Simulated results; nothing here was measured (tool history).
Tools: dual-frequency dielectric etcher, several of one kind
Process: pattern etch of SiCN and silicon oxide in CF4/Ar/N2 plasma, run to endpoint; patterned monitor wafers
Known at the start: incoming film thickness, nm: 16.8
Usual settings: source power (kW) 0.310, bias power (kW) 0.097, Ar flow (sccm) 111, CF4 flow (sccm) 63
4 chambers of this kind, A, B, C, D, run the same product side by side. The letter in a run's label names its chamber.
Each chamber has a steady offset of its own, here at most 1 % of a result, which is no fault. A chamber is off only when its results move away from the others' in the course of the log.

run,hour,source power (kW),bias power (kW),Ar flow (sccm),CF4 flow (sccm),endpoint time (s)
1B,10.5,0.310,0.097,111,63,25.139
2A,18.5,0.310,0.097,111,63,25.073
3D,29.8,0.310,0.097,111,63,24.825
4C,38.2,0.310,0.097,111,63,24.682
5B,47.7,0.310,0.119,111,69,22.799
# hour 50.8: chamber A: bias power generator calibrated
6D,53.2,0.310,0.119,111,69,22.594
7A,63.3,0.310,0.119,111,69,22.725
8C,70.7,0.310,0.119,111,69,22.789
9C,77.7,0.310,0.097,111,63,24.735
10D,89.9,0.310,0.097,111,63,24.814
# hour 95.8: chamber C: Ar flow controller replaced
11A,101.4,0.310,0.097,111,63,24.945
12B,110.0,0.310,0.097,111,63,24.933
# hour 113.1: chamber A: wet clean of the chamber
13D,118.4,0.310,0.097,111,63,25.140
# hour 123.2: chamber C: wet clean of the chamber
14A,125.0,0.310,0.097,111,63,24.927
# hour 136.9: chamber B: source power generator calibrated
15C,137.4,0.310,0.111,86,63,22.981
16B,148.1,0.310,0.111,86,63,23.791
17C,155.0,0.310,0.111,86,63,22.826
# hour 157.9: chamber C: source power generator calibrated
18A,165.6,0.310,0.111,86,63,23.009
19D,178.0,0.310,0.097,111,63,24.794
20B,190.5,0.310,0.097,111,63,25.959
21D,197.1,0.310,0.097,111,63,24.882
22B,203.2,0.310,0.097,111,63,25.587
23C,214.3,0.310,0.097,111,63,24.855
24A,226.6,0.310,0.097,111,63,24.864
25A,235.1,0.310,0.097,111,63,24.842

Next, every chamber runs the same settings. What will each give?
26A,244.1,0.310,0.097,111,48,?
26B,244.1,0.310,0.097,111,48,?
26C,244.1,0.310,0.097,111,48,?
26D,244.1,0.310,0.097,111,48,?

run,endpoint time (s)
26A,25.909
26B,26.279
26C,25.649
26D,25.800
